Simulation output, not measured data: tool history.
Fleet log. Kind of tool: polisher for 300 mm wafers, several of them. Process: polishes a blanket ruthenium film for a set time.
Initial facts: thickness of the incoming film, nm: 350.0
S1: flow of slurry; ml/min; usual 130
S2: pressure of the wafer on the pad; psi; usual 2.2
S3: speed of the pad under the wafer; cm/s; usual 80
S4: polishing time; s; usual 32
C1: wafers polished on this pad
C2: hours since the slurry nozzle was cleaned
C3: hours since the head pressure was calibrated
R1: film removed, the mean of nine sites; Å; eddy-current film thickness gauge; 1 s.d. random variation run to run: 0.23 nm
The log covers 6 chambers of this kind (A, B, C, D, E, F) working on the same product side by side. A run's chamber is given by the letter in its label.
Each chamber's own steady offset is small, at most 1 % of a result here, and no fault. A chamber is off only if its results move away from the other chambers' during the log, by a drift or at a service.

| run | hour | S1 | S2 | S3 | S4 | C1 | C2 | C3 | R1 |
|---|---|---|---|---|---|---|---|---|---|
|  | 3 | chamber E: worn pad replaced by a new one |
| 1C | 9.3 | 130 | 2.2 | 80 | 32 | 234 | 670.1 | 392.1 | 370.55 |
| 2B | 17.3 | 130 | 2.2 | 80 | 32 | 771 | 483.2 | 493.1 | 371.81 |
|  | 20.7 | chamber D: worn pad replaced by a new one |
|  | 20.8 | chamber A: worn pad replaced by a new one |
| 3D | 24.9 | 130 | 2.2 | 80 | 32 | 65 | 395.2 | 1092.7 | 373.62 |
|  | 25 | chamber B: worn pad replaced by a new one |
| 4F | 31.4 | 130 | 2.2 | 80 | 32 | 970 | 708.8 | 585.1 | 375.16 |
| 5E | 36.1 | 130 | 1.5 | 54 | 32 | 516 | 276.8 | 624.4 | 175.21 |
| 6A | 45.1 | 130 | 1.5 | 54 | 32 | 379 | 65.8 | 461.6 | 172.38 |
|  | 45.9 | chamber F: slurry nozzle cleaned |
| 7B | 50.7 | 130 | 1.5 | 54 | 32 | 400 | 516.6 | 526.5 | 174.24 |
|  | 51.4 | chamber F: worn pad replaced by a new one |
|  | 51.8 | chamber C: worn pad replaced by a new one |
|  | 51.9 | chamber E: worn pad replaced by a new one |
| 8E | 56.6 | 130 | 1.5 | 54 | 32 | 74 | 297.3 | 644.9 | 176.02 |
| 9A | 61.7 | 130 | 1.5 | 54 | 32 | 638 | 82.4 | 478.2 | 171.77 |
| 10D | 69.5 | 130 | 1.5 | 54 | 32 | 760 | 439.8 | 1137.3 | 173.48 |
| 11C | 75.1 | 130 | 2.2 | 80 | 32 | 363 | 735.9 | 457.9 | 373.97 |
|  | 79.5 | chamber B: slurry nozzle cleaned |
| 12F | 82.6 | 130 | 2.2 | 80 | 32 | 486 | 36.7 | 636.3 | 369.68 |
| 13B | 88.2 | 130 | 2.2 | 80 | 32 | 984 | 8.7 | 564 | 372.12 |
|  | 91.3 | chamber B: worn pad replaced by a new one |
| 14E | 93.5 | 110 | 2.2 | 80 | 32 | 648 | 334.2 | 681.8 | 363.1 |
|  | 95.3 | chamber A: worn pad replaced by a new one |
| 15D | 98.2 | 110 | 2.2 | 80 | 32 | 1207 | 468.5 | 1166 | 361.34 |
|  | 101.6 | chamber C: slurry nozzle cleaned |
| 16C | 103.9 | 110 | 2.2 | 80 | 32 | 812 | 2.3 | 486.7 | 359.47 |
|  | 104.1 | chamber C: worn pad replaced by a new one |
| 17F | 110.8 | 110 | 2.2 | 80 | 32 | 926 | 64.9 | 664.5 | 359.47 |
|  | 113.3 | chamber E: worn pad replaced by a new one |
|  | 116.3 | chamber F: worn pad replaced by a new one |
| 18A | 116.3 | 110 | 2.2 | 80 | 32 | 328 | 137 | 532.8 | 359.88 |
|  | 119.2 | chamber D: worn pad replaced by a new one |
| 19F | 122.3 | 110 | 2.2 | 80 | 32 | 94 | 76.4 | 676 | 361.74 |
| 20D | 129.4 | 130 | 2.8 | 80 | 32 | 160 | 499.7 | 1197.2 | 480.87 |
| 21B | 136.8 | 130 | 2.8 | 80 | 32 | 709 | 57.3 | 612.6 | 476.65 |
| 22E | 144.7 | 130 | 2.8 | 80 | 32 | 489 | 385.4 | 733 | 482.25 |
|  | 148.9 | chamber B: worn pad replaced by a new one |
| 23C | 152.5 | 130 | 2.8 | 80 | 32 | 755 | 50.9 | 535.3 | 475.46 |
|  | 157.3 | chamber E: head pressure recalibrated |
| 24A | 158.1 | 130 | 2.8 | 80 | 32 | 979 | 178.8 | 574.6 | 483.14 |
|  | 163.1 | chamber E: worn pad replaced by a new one |
|  | 163.7 | chamber C: worn pad replaced by a new one |
| 25F | 166 | 130 | 2.8 | 80 | 32 | 775 | 120.1 | 719.7 | 473.57 |
|  | 167.5 | chamber A: head pressure recalibrated |
|  | 171.6 | chamber A: worn pad replaced by a new one |
| 26E | 172.5 | 130 | 2.2 | 80 | 32 | 147 | 413.2 | 15.2 | 380.98 |
|  | 173.2 | chamber D: head pressure recalibrated |
| 27A | 178.2 | 130 | 2.2 | 80 | 32 | 103 | 198.9 | 10.8 | 377.07 |
| 28D | 184.6 | 130 | 2.2 | 80 | 32 | 1020 | 554.9 | 11.5 | 395.22 |
|  | 187 | chamber F: worn pad replaced by a new one |
| 29B | 193.6 | 130 | 2.2 | 80 | 32 | 697 | 114.1 | 669.4 | 371.01 |
|  | 196.4 | chamber A: slurry nozzle cleaned |
|  | 198.4 | chamber D: slurry nozzle cleaned |
| 30C | 200.4 | 130 | 2.2 | 80 | 32 | 572 | 98.8 | 583.2 | 373.4 |
|  | 205.9 | chamber B: worn pad replaced by a new one |
| 31B | 207 | 130 | 2.2 | 80 | 32 | 18 | 127.5 | 682.8 | 375.48 |
|  | 208.6 | chamber D: worn pad replaced by a new one |
| 32D | 216.4 | 110 | 1.8 | 80 | 32 | 122 | 18.1 | 43.3 | 308.1 |
|  | 219.4 | chamber C: worn pad replaced by a new one |
| 33F | 222.7 | 110 | 1.8 | 80 | 32 | 557 | 176.8 | 776.4 | 293.42 |
|  | 222.9 | chamber E: worn pad replaced by a new one |
| 34C | 231.7 | 110 | 1.8 | 80 | 32 | 191 | 130.1 | 614.5 | 297.19 |
| 35A | 240.2 | 110 | 1.8 | 80 | 32 | 1068 | 43.8 | 72.8 | 298.25 |
| 36E | 245.9 | 110 | 1.8 | 80 | 32 | 359 | 486.6 | 88.6 | 297.76 |
|  | 252.9 | chamber A: worn pad replaced by a new one |
| 37A | 254.5 | 110 | 1.8 | 80 | 32 | 26 | 58.1 | 87.1 | 299.65 |
|  | 262.8 | chamber B: worn pad replaced by a new one |
| 38C | 263.4 | 130 | 2.2 | 80 | 32 | 685 | 161.8 | 646.2 | 372.62 |
| 39B | 272.7 | 130 | 2.2 | 80 | 32 | 154 | 193.2 | 748.5 | 371.45 |

All chambers now run identical settings, listed one chamber a line with results as question marks. What results will each chamber show?
| 40A | 279.7 | 130 | 2.2 | 80 | 32 |  |  |  | ? |
| 40B | 279.7 | 130 | 2.2 | 80 | 32 |  |  |  | ? |
| 40C | 279.7 | 130 | 2.2 | 80 | 32 |  |  |  | ? |
| 40D | 279.7 | 130 | 2.2 | 80 | 32 |  |  |  | ? |
| 40E | 279.7 | 130 | 2.2 | 80 | 32 |  |  |  | ? |
| 40F | 279.7 | 130 | 2.2 | 80 | 32 |  |  |  | ? |

| run | R1 |
|---|---|
| 40A | 372.1 |
| 40B | 370.95 |
| 40C | 367.45 |
| 40D | 391.54 |
| 40E | 378.89 |
| 40F | 375.76 |
